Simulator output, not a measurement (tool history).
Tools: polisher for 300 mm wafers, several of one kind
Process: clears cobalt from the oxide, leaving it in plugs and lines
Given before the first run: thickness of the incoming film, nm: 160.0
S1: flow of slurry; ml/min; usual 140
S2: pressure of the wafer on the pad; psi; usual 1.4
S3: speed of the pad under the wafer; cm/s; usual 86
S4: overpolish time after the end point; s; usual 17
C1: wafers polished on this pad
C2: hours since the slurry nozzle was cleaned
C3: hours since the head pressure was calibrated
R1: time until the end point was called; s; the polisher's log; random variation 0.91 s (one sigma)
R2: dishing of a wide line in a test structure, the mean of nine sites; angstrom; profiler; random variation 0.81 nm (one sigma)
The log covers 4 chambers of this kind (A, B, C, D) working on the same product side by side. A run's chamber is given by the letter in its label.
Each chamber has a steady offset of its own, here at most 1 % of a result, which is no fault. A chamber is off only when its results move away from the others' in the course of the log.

run 1B day=0.325 | S1=140 S2=1.4 S3=86 S4=17 | C1=646 C2=148.8 C3=225.5 | R1=46.87 R2=344.45
run 2A day=0.608 | S1=140 S2=1.4 S3=86 S4=17 | C1=531 C2=677 C3=1032.3 | R1=49.214 R2=364.21
-- day=0.7 chamber B: worn pad replaced by a new one
run 3D day=0.779 | S1=140 S2=1.4 S3=86 S4=17 | C1=210 C2=807.5 C3=793.6 | R1=47.148 R2=348.2
run 4C day=1.021 | S1=140 S2=1.4 S3=86 S4=17 | C1=719 C2=203 C3=355.2 | R1=47.867 R2=355.88
-- day=1.179 chamber D: slurry nozzle cleaned
run 5A day=1.3 | S1=140 S2=1.4 S3=86 S4=17 | C1=660 C2=693.6 C3=1048.9 | R1=48.31 R2=331.14
-- day=1.579 chamber A: worn pad replaced by a new one
run 6B day=1.608 | S1=140 S2=1.4 S3=86 S4=17 | C1=169 C2=179.6 C3=256.3 | R1=46.636 R2=342.11
run 7D day=1.938 | S1=140 S2=1.4 S3=86 S4=17 | C1=425 C2=18.2 C3=821.4 | R1=46.837 R2=355.85
run 8C day=2.108 | S1=140 S2=1.4 S3=86 S4=17 | C1=921 C2=229.1 C3=381.3 | R1=48.041 R2=338.99
run 9C day=2.433 | S1=140 S2=1.4 S3=86 S4=17 | C1=981 C2=236.9 C3=389.1 | R1=50.323 R2=368.28
run 10D day=2.746 | S1=140 S2=1.4 S3=86 S4=17 | C1=576 C2=37.6 C3=840.8 | R1=49.242 R2=328.02
run 11A day=2.933 | S1=140 S2=1.4 S3=86 S4=17 | C1=252 C2=732.8 C3=1088.1 | R1=48.751 R2=352.52
run 12B day=3.233 | S1=140 S2=1.4 S3=86 S4=17 | C1=471 C2=218.6 C3=295.3 | R1=47.707 R2=346.89
run 13C day=3.5 | S1=140 S2=1.4 S3=86 S4=17 | C1=1180 C2=262.5 C3=414.7 | R1=49.589 R2=353.51
run 14B day=3.804 | S1=140 S2=1.4 S3=86 S4=17 | C1=578 C2=232.3 C3=309 | R1=47.819 R2=351.82
-- day=3.812 chamber D: worn pad replaced by a new one
run 15D day=4.042 | S1=140 S2=1.4 S3=86 S4=17 | C1=43 C2=68.7 C3=871.9 | R1=49.045 R2=342.31
run 16A day=4.362 | S1=140 S2=1.4 S3=86 S4=17 | C1=518 C2=767.1 C3=1122.4 | R1=47.726 R2=341.35
run 17C day=4.558 | S1=140 S2=1.4 S3=86 S4=17 | C1=1377 C2=287.9 C3=440.1 | R1=49.663 R2=343.62
-- day=4.588 chamber B: worn pad replaced by a new one
run 18D day=4.808 | S1=140 S2=1.4 S3=86 S4=17 | C1=186 C2=87.1 C3=890.3 | R1=49.383 R2=343.89
run 19A day=5.033 | S1=140 S2=1.4 S3=86 S4=17 | C1=643 C2=783.2 C3=1138.5 | R1=48.866 R2=351.1
run 20B day=5.371 | S1=140 S2=1.4 S3=86 S4=17 | C1=146 C2=269.9 C3=346.6 | R1=47.605 R2=344.45
-- day=5.55 chamber C: worn pad replaced by a new one
run 21B day=5.642 | S1=140 S2=1.4 S3=86 S4=17 | C1=196 C2=276.4 C3=353.1 | R1=47.486 R2=342.32
-- day=5.675 chamber A: worn pad replaced by a new one
run 22C day=5.996 | S1=140 S2=1.4 S3=86 S4=17 | C1=83 C2=322.4 C3=474.6 | R1=48.961 R2=348.11
run 23D day=6.175 | S1=140 S2=1.4 S3=86 S4=17 | C1=440 C2=119.9 C3=923.1 | R1=48.049 R2=343.9
run 24A day=6.362 | S1=140 S2=1.4 S3=86 S4=17 | C1=128 C2=815.1 C3=1170.4 | R1=46.609 R2=351.93
run 25D day=6.529 | S1=140 S2=1.8 S3=86 S4=17 | C1=506 C2=128.4 C3=931.6 | R1=37.643 R2=401.16
run 26A day=6.858 | S1=140 S2=1.8 S3=86 S4=17 | C1=220 C2=827 C3=1182.3 | R1=37.652 R2=394.48
run 27C day=7.142 | S1=140 S2=1.8 S3=86 S4=17 | C1=296 C2=349.9 C3=502.1 | R1=38.047 R2=408.57
run 28B day=7.454 | S1=140 S2=1.8 S3=86 S4=17 | C1=533 C2=319.9 C3=396.6 | R1=38.816 R2=399.67
-- day=7.608 chamber C: slurry nozzle cleaned
run 29C day=7.796 | S1=140 S2=1.4 S3=86 S4=17 | C1=418 C2=4.6 C3=517.8 | R1=49.076 R2=359.78
run 30A day=8.075 | S1=100 S2=1.8 S3=86 S4=17 | C1=446 C2=856.2 C3=1211.5 | R1=39.711 R2=374.75

For the next run the whole fleet of 4 chambers uses the same settings. Give each chamber's results:
run 31A day=8.325 | S1=140 S2=1.4 S3=86 S4=8 | R1=? R2=?
run 31B day=8.325 | S1=140 S2=1.4 S3=86 S4=8 | R1=? R2=?
run 31C day=8.325 | S1=140 S2=1.4 S3=86 S4=8 | R1=? R2=?
run 31D day=8.325 | S1=140 S2=1.4 S3=86 S4=8 | R1=? R2=?

run=31A R1=48.749 R2=209.77
run=31B R1=48.541 R2=200.34
run=31C R1=48.391 R2=201.89
run=31D R1=49.641 R2=208.68

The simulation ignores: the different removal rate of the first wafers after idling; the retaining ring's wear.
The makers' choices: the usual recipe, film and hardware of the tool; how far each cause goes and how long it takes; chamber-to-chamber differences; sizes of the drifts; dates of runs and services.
